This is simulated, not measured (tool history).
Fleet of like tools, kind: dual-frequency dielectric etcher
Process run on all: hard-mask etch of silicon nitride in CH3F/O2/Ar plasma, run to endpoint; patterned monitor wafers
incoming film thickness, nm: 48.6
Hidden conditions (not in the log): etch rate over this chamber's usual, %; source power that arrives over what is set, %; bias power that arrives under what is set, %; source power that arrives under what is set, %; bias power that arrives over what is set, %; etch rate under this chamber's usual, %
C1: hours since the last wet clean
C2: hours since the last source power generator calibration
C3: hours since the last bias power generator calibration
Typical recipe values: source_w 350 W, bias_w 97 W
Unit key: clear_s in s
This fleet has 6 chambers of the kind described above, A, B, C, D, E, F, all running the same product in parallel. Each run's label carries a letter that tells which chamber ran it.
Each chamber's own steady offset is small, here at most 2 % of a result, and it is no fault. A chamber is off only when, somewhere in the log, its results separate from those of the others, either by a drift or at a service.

Run 1B, day 0.200: usual settings; C1 249.0; C2 904.7; C3 1145.6. Result: clear_s 67.748 s.
Run 2E, day 0.375: usual settings; C1 78.9; C2 2806.8; C3 943.1. Result: clear_s 65.640 s.
Run 3F, day 0.533: usual settings; C1 155.1; C2 3644.8; C3 2387.6. Result: clear_s 67.071 s.
Run 4A, day 0.654: usual settings; C1 96.8; C2 1834.5; C3 4776.1. Result: clear_s 66.536 s.
At day 0.725: chamber C: wet clean of the chamber.
Run 5D, day 0.850: usual settings; C1 510.4; C2 3039.3; C3 336.9. Result: clear_s 66.349 s.
Run 6C, day 1.021: usual settings; C1 7.2; C2 1711.1; C3 2231.8. Result: clear_s 66.823 s.
Run 7F, day 1.188: usual settings; C1 170.8; C2 3660.5; C3 2403.3. Result: clear_s 67.501 s.
Run 8E, day 1.354: usual settings; C1 102.4; C2 2830.3; C3 966.6. Result: clear_s 65.216 s.
Run 9D, day 1.483: usual settings; C1 525.6; C2 3054.5; C3 352.1. Result: clear_s 66.043 s.
Run 10C, day 1.592: usual settings; C1 20.9; C2 1724.8; C3 2245.5. Result: clear_s 67.199 s.
Run 11B, day 1.717: usual settings; C1 285.4; C2 941.1; C3 1182.0. Result: clear_s 67.570 s.
Run 12A, day 1.879: usual settings but source_w 270 W, bias_w 104 W; C1 126.2; C2 1863.9; C3 4805.5. Result: clear_s 71.565 s.
Run 13E, day 2.054: usual settings but source_w 270 W, bias_w 104 W; C1 119.2; C2 2847.1; C3 983.4. Result: clear_s 70.096 s.
Run 14D, day 2.179: usual settings but source_w 270 W, bias_w 104 W; C1 542.3; C2 3071.2; C3 368.8. Result: clear_s 71.056 s.
Run 15C, day 2.292: usual settings but source_w 270 W, bias_w 104 W; C1 37.7; C2 1741.6; C3 2262.3. Result: clear_s 72.223 s.
Run 16F, day 2.425: usual settings but source_w 270 W, bias_w 104 W; C1 200.5; C2 3690.2; C3 2433.0. Result: clear_s 72.492 s.
Run 17B, day 2.596: usual settings but source_w 270 W, bias_w 104 W; C1 306.5; C2 962.2; C3 1203.1. Result: clear_s 72.216 s.
At day 2.717: chamber F: bias power generator calibrated.
Run 18A, day 2.771: usual settings; C1 147.6; C2 1885.3; C3 4826.9. Result: clear_s 66.521 s.
Run 19F, day 2.912: usual settings; C1 212.2; C2 3701.9; C3 4.7. Result: clear_s 66.997 s.
Run 20A, day 3.042: usual settings; C1 154.1; C2 1891.8; C3 4833.4. Result: clear_s 66.576 s.
Run 21D, day 3.200: usual settings; C1 566.8; C2 3095.7; C3 393.3. Result: clear_s 66.563 s.
Run 22E, day 3.371: usual settings; C1 150.8; C2 2878.7; C3 1015.0. Result: clear_s 64.984 s.
Run 23C, day 3.583: usual settings; C1 68.7; C2 1772.6; C3 2293.3. Result: clear_s 67.663 s.
Run 24B, day 3.796: usual settings; C1 335.3; C2 991.0; C3 1231.9. Result: clear_s 67.089 s.
At day 3.846: chamber D: wet clean of the chamber.
Run 25B, day 3.942: usual settings; C1 338.8; C2 994.5; C3 1235.4. Result: clear_s 66.923 s.
Run 26E, day 4.088: usual settings; C1 168.0; C2 2895.9; C3 1032.2. Result: clear_s 64.740 s.
Run 27F, day 4.296: usual settings; C1 245.4; C2 3735.1; C3 37.9. Result: clear_s 67.676 s.
Run 28D, day 4.404: usual settings; C1 13.4; C2 3124.6; C3 422.2. Result: clear_s 66.231 s.
Run 29A, day 4.608: usual settings; C1 191.7; C2 1929.4; C3 4871.0. Result: clear_s 67.381 s.
Run 30C, day 4.817: usual settings; C1 98.3; C2 1802.2; C3 2322.9. Result: clear_s 66.968 s.
Run 31B, day 4.975: usual settings; C1 363.6; C2 1019.3; C3 1260.2. Result: clear_s 67.632 s.
Run 32A, day 5.154: usual settings; C1 204.8; C2 1942.5; C3 4884.1. Result: clear_s 66.073 s.
Run 33C, day 5.283: usual settings; C1 109.5; C2 1813.4; C3 2334.1. Result: clear_s 66.660 s.
Run 34D, day 5.442: usual settings; C1 38.3; C2 3149.5; C3 447.1. Result: clear_s 66.130 s.
Run 35F, day 5.579: usual settings; C1 276.2; C2 3765.9; C3 68.7. Result: clear_s 66.918 s.
Run 36E, day 5.767: usual settings; C1 208.3; C2 2936.2; C3 1072.5. Result: clear_s 65.939 s.
Run 37F, day 5.983: usual settings; C1 285.9; C2 3775.6; C3 78.4. Result: clear_s 66.849 s.
Run 38A, day 6.183: usual settings but source_w 420 W; C1 229.5; C2 1967.2; C3 4908.8. Result: clear_s 62.100 s.
Run 39D, day 6.358: usual settings but source_w 420 W; C1 60.3; C2 3171.5; C3 469.1. Result: clear_s 62.107 s.
Run 40E, day 6.517: usual settings but source_w 420 W; C1 226.3; C2 2954.2; C3 1090.5. Result: clear_s 60.980 s.
Run 41B, day 6.633: usual settings but source_w 420 W; C1 403.4; C2 1059.1; C3 1300.0. Result: clear_s 63.222 s.
Run 42C, day 6.746: usual settings but source_w 420 W; C1 144.6; C2 1848.5; C3 2369.2. Result: clear_s 62.036 s.
Run 43C, day 6.883: usual settings but source_w 420 W; C1 147.9; C2 1851.8; C3 2372.5. Result: clear_s 62.985 s.
Run 44A, day 7.058: usual settings; C1 250.5; C2 1988.2; C3 4929.8. Result: clear_s 66.131 s.

Next, every chamber runs the same settings. What will each give?
Run 45A, day 7.217: usual settings but bias_w 80 W. Result: clear_s ?.
Run 45B, day 7.217: usual settings but bias_w 80 W. Result: clear_s ?.
Run 45C, day 7.217: usual settings but bias_w 80 W. Result: clear_s ?.
Run 45D, day 7.217: usual settings but bias_w 80 W. Result: clear_s ?.
Run 45E, day 7.217: usual settings but bias_w 80 W. Result: clear_s ?.
Run 45F, day 7.217: usual settings but bias_w 80 W. Result: clear_s ?.

run  clear_s
45A   70.588
45B   72.323
45C   71.873
45D   71.642
45E   69.995
45F   71.784

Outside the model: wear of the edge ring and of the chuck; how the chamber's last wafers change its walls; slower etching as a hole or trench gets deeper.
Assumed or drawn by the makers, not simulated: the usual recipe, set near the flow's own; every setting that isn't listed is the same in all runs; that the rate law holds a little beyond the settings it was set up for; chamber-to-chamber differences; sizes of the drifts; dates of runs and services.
